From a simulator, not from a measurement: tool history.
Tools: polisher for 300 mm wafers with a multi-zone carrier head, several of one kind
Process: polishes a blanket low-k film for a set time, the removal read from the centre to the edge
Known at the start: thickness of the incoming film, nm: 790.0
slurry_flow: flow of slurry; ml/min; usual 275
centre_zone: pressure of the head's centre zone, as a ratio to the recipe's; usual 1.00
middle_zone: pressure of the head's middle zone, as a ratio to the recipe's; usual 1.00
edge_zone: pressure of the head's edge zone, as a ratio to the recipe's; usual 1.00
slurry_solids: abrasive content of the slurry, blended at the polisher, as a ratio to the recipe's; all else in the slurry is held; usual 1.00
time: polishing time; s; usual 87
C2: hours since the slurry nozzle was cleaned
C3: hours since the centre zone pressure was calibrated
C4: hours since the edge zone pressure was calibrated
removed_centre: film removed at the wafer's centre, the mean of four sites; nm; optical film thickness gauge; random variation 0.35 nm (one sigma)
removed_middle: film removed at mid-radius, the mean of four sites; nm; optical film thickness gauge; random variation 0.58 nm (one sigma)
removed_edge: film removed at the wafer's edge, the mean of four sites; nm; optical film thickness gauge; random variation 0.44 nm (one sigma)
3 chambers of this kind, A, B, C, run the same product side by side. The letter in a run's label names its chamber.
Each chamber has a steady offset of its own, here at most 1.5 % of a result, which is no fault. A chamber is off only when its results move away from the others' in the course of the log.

{"run": "1C", "hour": 9.3, "slurry_flow": 275, "centre_zone": 1.0, "middle_zone": 1.0, "edge_zone": 1.0, "slurry_solids": 1.0, "time": 87, "wafers polished on this pad": 519, "C2": 261.3, "C3": 178.4, "C4": 132.6, "removed_centre": 49.003, "removed_middle": 49.538, "removed_edge": 49.183}
{"run": "2A", "hour": 17.0, "slurry_flow": 275, "centre_zone": 1.0, "middle_zone": 1.0, "edge_zone": 1.0, "slurry_solids": 1.0, "time": 87, "wafers polished on this pad": 876, "C2": 161.8, "C3": 125.3, "C4": 28.5, "removed_centre": 48.347, "removed_middle": 49.495, "removed_edge": 48.634}
{"hour": 18.7, "done": "chamber A: worn pad replaced by a new one"}
{"run": "3B", "hour": 22.0, "slurry_flow": 275, "centre_zone": 1.0, "middle_zone": 1.0, "edge_zone": 1.0, "slurry_solids": 1.0, "time": 87, "wafers polished on this pad": 555, "C2": 350.9, "C3": 1022.4, "C4": 153.1, "removed_centre": 48.617, "removed_middle": 48.576, "removed_edge": 49.01}
{"hour": 28.6, "done": "chamber B: slurry nozzle cleaned"}
{"run": "4C", "hour": 31.3, "slurry_flow": 275, "centre_zone": 1.0, "middle_zone": 1.0, "edge_zone": 1.0, "slurry_solids": 1.0, "time": 87, "wafers polished on this pad": 716, "C2": 283.3, "C3": 200.4, "C4": 154.6, "removed_centre": 48.522, "removed_middle": 48.496, "removed_edge": 48.876}
{"hour": 34.8, "done": "chamber C: worn pad replaced by a new one"}
{"run": "5B", "hour": 37.1, "slurry_flow": 275, "centre_zone": 1.0, "middle_zone": 1.0, "edge_zone": 1.0, "slurry_solids": 1.0, "time": 87, "wafers polished on this pad": 690, "C2": 8.5, "C3": 1037.5, "C4": 168.2, "removed_centre": 47.987, "removed_middle": 48.578, "removed_edge": 48.63}
{"run": "6A", "hour": 46.2, "slurry_flow": 275, "centre_zone": 1.0, "middle_zone": 1.0, "edge_zone": 1.0, "slurry_solids": 1.0, "time": 87, "wafers polished on this pad": 246, "C2": 191.0, "C3": 154.5, "C4": 57.7, "removed_centre": 48.036, "removed_middle": 49.333, "removed_edge": 48.116}
{"run": "7C", "hour": 51.6, "slurry_flow": 275, "centre_zone": 1.0, "middle_zone": 1.0, "edge_zone": 1.0, "slurry_solids": 1.0, "time": 87, "wafers polished on this pad": 151, "C2": 303.6, "C3": 220.7, "C4": 174.9, "removed_centre": 48.594, "removed_middle": 49.069, "removed_edge": 48.318}
{"run": "8A", "hour": 59.9, "slurry_flow": 275, "centre_zone": 1.0, "middle_zone": 1.0, "edge_zone": 1.0, "slurry_solids": 1.0, "time": 87, "wafers polished on this pad": 369, "C2": 204.7, "C3": 168.2, "C4": 71.4, "removed_centre": 48.986, "removed_middle": 48.605, "removed_edge": 48.076}
{"run": "9B", "hour": 68.7, "slurry_flow": 275, "centre_zone": 1.0, "middle_zone": 1.0, "edge_zone": 1.0, "slurry_solids": 1.0, "time": 87, "wafers polished on this pad": 973, "C2": 40.1, "C3": 1069.1, "C4": 199.8, "removed_centre": 48.878, "removed_middle": 48.458, "removed_edge": 48.83}
{"run": "10A", "hour": 75.2, "slurry_flow": 230, "centre_zone": 1.0, "middle_zone": 1.0, "edge_zone": 1.0, "slurry_solids": 1.25, "time": 87, "wafers polished on this pad": 506, "C2": 220.0, "C3": 183.5, "C4": 86.7, "removed_centre": 51.997, "removed_middle": 52.25, "removed_edge": 52.519}
{"run": "11C", "hour": 84.7, "slurry_flow": 230, "centre_zone": 1.0, "middle_zone": 1.0, "edge_zone": 1.0, "slurry_solids": 1.25, "time": 87, "wafers polished on this pad": 447, "C2": 336.7, "C3": 253.8, "C4": 208.0, "removed_centre": 53.222, "removed_middle": 52.97, "removed_edge": 52.437}
{"run": "12B", "hour": 89.2, "slurry_flow": 230, "centre_zone": 1.0, "middle_zone": 1.0, "edge_zone": 1.0, "slurry_solids": 1.25, "time": 87, "wafers polished on this pad": 1156, "C2": 60.6, "C3": 1089.6, "C4": 220.3, "removed_centre": 51.986, "removed_middle": 52.44, "removed_edge": 51.785}
{"run": "13B", "hour": 97.5, "slurry_flow": 275, "centre_zone": 1.0, "middle_zone": 1.0, "edge_zone": 1.0, "slurry_solids": 1.0, "time": 87, "wafers polished on this pad": 1231, "C2": 68.9, "C3": 1097.9, "C4": 228.6, "removed_centre": 48.274, "removed_middle": 47.963, "removed_edge": 48.671}
{"hour": 102.8, "done": "chamber B: worn pad replaced by a new one"}
{"run": "14A", "hour": 105.4, "slurry_flow": 275, "centre_zone": 1.0, "middle_zone": 1.0, "edge_zone": 1.0, "slurry_solids": 1.0, "time": 87, "wafers polished on this pad": 776, "C2": 250.2, "C3": 213.7, "C4": 116.9, "removed_centre": 49.403, "removed_middle": 48.546, "removed_edge": 47.687}
{"run": "15C", "hour": 114.4, "slurry_flow": 275, "centre_zone": 1.0, "middle_zone": 1.0, "edge_zone": 1.0, "slurry_solids": 1.0, "time": 87, "wafers polished on this pad": 713, "C2": 366.4, "C3": 283.5, "C4": 237.7, "removed_centre": 48.986, "removed_middle": 48.125, "removed_edge": 48.885}
{"hour": 114.9, "done": "chamber A: worn pad replaced by a new one"}
{"hour": 120.9, "done": "chamber C: worn pad replaced by a new one"}
{"run": "16C", "hour": 122.5, "slurry_flow": 275, "centre_zone": 1.0, "middle_zone": 1.0, "edge_zone": 1.0, "slurry_solids": 1.0, "time": 87, "wafers polished on this pad": 15, "C2": 374.5, "C3": 291.6, "C4": 245.8, "removed_centre": 49.606, "removed_middle": 49.292, "removed_edge": 48.341}
{"run": "17B", "hour": 128.4, "slurry_flow": 275, "centre_zone": 1.0, "middle_zone": 1.0, "edge_zone": 0.95, "slurry_solids": 1.0, "time": 87, "wafers polished on this pad": 229, "C2": 99.8, "C3": 1128.8, "C4": 259.5, "removed_centre": 48.67, "removed_middle": 48.594, "removed_edge": 47.039}
{"run": "18A", "hour": 137.8, "slurry_flow": 275, "centre_zone": 1.0, "middle_zone": 1.0, "edge_zone": 0.95, "slurry_solids": 1.0, "time": 87, "wafers polished on this pad": 205, "C2": 282.6, "C3": 246.1, "C4": 149.3, "removed_centre": 48.965, "removed_middle": 48.315, "removed_edge": 47.38}
{"run": "19A", "hour": 144.3, "slurry_flow": 275, "centre_zone": 1.0, "middle_zone": 1.0, "edge_zone": 0.95, "slurry_solids": 1.0, "time": 87, "wafers polished on this pad": 263, "C2": 289.1, "C3": 252.6, "C4": 155.8, "removed_centre": 48.995, "removed_middle": 48.46, "removed_edge": 46.304}
{"run": "20C", "hour": 153.3, "slurry_flow": 275, "centre_zone": 1.0, "middle_zone": 1.0, "edge_zone": 1.0, "slurry_solids": 1.0, "time": 87, "wafers polished on this pad": 291, "C2": 405.3, "C3": 322.4, "C4": 276.6, "removed_centre": 50.698, "removed_middle": 49.237, "removed_edge": 48.379}
{"run": "21B", "hour": 159.6, "slurry_flow": 275, "centre_zone": 1.0, "middle_zone": 1.0, "edge_zone": 1.0, "slurry_solids": 1.0, "time": 87, "wafers polished on this pad": 509, "C2": 131.0, "C3": 1160.0, "C4": 290.7, "removed_centre": 48.724, "removed_middle": 48.752, "removed_edge": 48.773}
{"run": "22B", "hour": 166.2, "slurry_flow": 275, "centre_zone": 1.0, "middle_zone": 1.0, "edge_zone": 1.0, "slurry_solids": 1.0, "time": 87, "wafers polished on this pad": 568, "C2": 137.6, "C3": 1166.6, "C4": 297.3, "removed_centre": 48.545, "removed_middle": 47.957, "removed_edge": 48.299}
{"run": "23C", "hour": 171.6, "slurry_flow": 275, "centre_zone": 1.0, "middle_zone": 1.0, "edge_zone": 1.0, "slurry_solids": 1.0, "time": 87, "wafers polished on this pad": 454, "C2": 423.6, "C3": 340.7, "C4": 294.9, "removed_centre": 50.518, "removed_middle": 49.179, "removed_edge": 49.272}
{"run": "24A", "hour": 176.3, "slurry_flow": 275, "centre_zone": 1.0, "middle_zone": 1.0, "edge_zone": 1.0, "slurry_solids": 1.0, "time": 87, "wafers polished on this pad": 549, "C2": 321.1, "C3": 284.6, "C4": 187.8, "removed_centre": 48.285, "removed_middle": 47.77, "removed_edge": 48.018}
{"run": "25A", "hour": 184.9, "slurry_flow": 275, "centre_zone": 1.0, "middle_zone": 1.0, "edge_zone": 1.0, "slurry_solids": 1.0, "time": 87, "wafers polished on this pad": 626, "C2": 329.7, "C3": 293.2, "C4": 196.4, "removed_centre": 48.926, "removed_middle": 48.199, "removed_edge": 48.31}
{"run": "26B", "hour": 190.7, "slurry_flow": 275, "centre_zone": 1.0, "middle_zone": 1.0, "edge_zone": 1.0, "slurry_solids": 1.0, "time": 87, "wafers polished on this pad": 787, "C2": 162.1, "C3": 1191.1, "C4": 321.8, "removed_centre": 48.825, "removed_middle": 47.942, "removed_edge": 48.533}
{"run": "27C", "hour": 195.1, "slurry_flow": 275, "centre_zone": 1.0, "middle_zone": 1.0, "edge_zone": 1.0, "slurry_solids": 1.0, "time": 87, "wafers polished on this pad": 665, "C2": 447.1, "C3": 364.2, "C4": 318.4, "removed_centre": 52.336, "removed_middle": 47.982, "removed_edge": 48.731}
{"hour": 197.8, "done": "chamber C: worn pad replaced by a new one"}
{"run": "28A", "hour": 201.7, "slurry_flow": 275, "centre_zone": 1.0, "middle_zone": 1.0, "edge_zone": 1.0, "slurry_solids": 1.0, "time": 87, "wafers polished on this pad": 777, "C2": 346.5, "C3": 310.0, "C4": 213.2, "removed_centre": 48.44, "removed_middle": 49.206, "removed_edge": 48.263}
{"run": "29B", "hour": 208.8, "slurry_flow": 275, "centre_zone": 1.0, "middle_zone": 1.0, "edge_zone": 1.0, "slurry_solids": 1.0, "time": 87, "wafers polished on this pad": 949, "C2": 180.2, "C3": 1209.2, "C4": 339.9, "removed_centre": 48.636, "removed_middle": 47.631, "removed_edge": 47.931}
{"run": "30C", "hour": 214.0, "slurry_flow": 275, "centre_zone": 1.05, "middle_zone": 1.0, "edge_zone": 1.0, "slurry_solids": 1.0, "time": 87, "wafers polished on this pad": 145, "C2": 466.0, "C3": 383.1, "C4": 337.3, "removed_centre": 55.069, "removed_middle": 48.422, "removed_edge": 48.057}
{"run": "31B", "hour": 223.7, "slurry_flow": 275, "centre_zone": 1.05, "middle_zone": 1.0, "edge_zone": 1.0, "slurry_solids": 1.0, "time": 87, "wafers polished on this pad": 1083, "C2": 195.1, "C3": 1224.1, "C4": 354.8, "removed_centre": 51.365, "removed_middle": 47.816, "removed_edge": 47.541}

Is one chamber off against the others, does the gauge drift, or is nothing wrong? If a chamber is off, say which, and what the likeliest cause is.

Chamber C drifts away from the others.
Cause: centre zone's pressure above its setpoint, % = 7.89.

Here are 4 candidates for chamber C's next run, each the usual settings with a change, their results left as question marks. Which one brings its results back in line with what the others give on the usual settings?
In line means no further than this from the other chambers' mean on the usual settings: removed_centre 1.200 nm; removed_middle 2.000 nm; removed_edge 1.500 nm
{"run": "32C-1", "hour": 230.6, "slurry_flow": 270, "centre_zone": 0.94, "middle_zone": 1.02, "edge_zone": 1.02, "slurry_solids": 1.0, "time": 86, "removed_centre": "?", "removed_middle": "?", "removed_edge": "?"}
{"run": "32C-2", "hour": 230.6, "slurry_flow": 270, "centre_zone": 0.9, "middle_zone": 1.03, "edge_zone": 1.03, "slurry_solids": 1.0, "time": 85, "removed_centre": "?", "removed_middle": "?", "removed_edge": "?"}
{"run": "32C-3", "hour": 230.6, "slurry_flow": 280, "centre_zone": 1.07, "middle_zone": 0.98, "edge_zone": 0.98, "slurry_solids": 1.0, "time": 89, "removed_centre": "?", "removed_middle": "?", "removed_edge": "?"}
{"run": "32C-4", "hour": 230.6, "slurry_flow": 280, "centre_zone": 1.1, "middle_zone": 0.96, "edge_zone": 0.97, "slurry_solids": 1.0, "time": 90, "removed_centre": "?", "removed_middle": "?", "removed_edge": "?"}

The other chambers' mean on the usual settings: removed_centre 48.547 nm; removed_middle 48.433 nm; removed_edge 48.157 nm
run=32C-1 removed_centre=49.125 removed_middle=48.506 removed_edge=48.738
run=32C-2 removed_centre=46.331 removed_middle=48.391 removed_edge=48.413
run=32C-3 removed_centre=58.644 removed_middle=48.513 removed_edge=49.567
run=32C-4 removed_centre=61.068 removed_middle=48.119 removed_edge=49.873
32C-1 brings the chamber back in line.

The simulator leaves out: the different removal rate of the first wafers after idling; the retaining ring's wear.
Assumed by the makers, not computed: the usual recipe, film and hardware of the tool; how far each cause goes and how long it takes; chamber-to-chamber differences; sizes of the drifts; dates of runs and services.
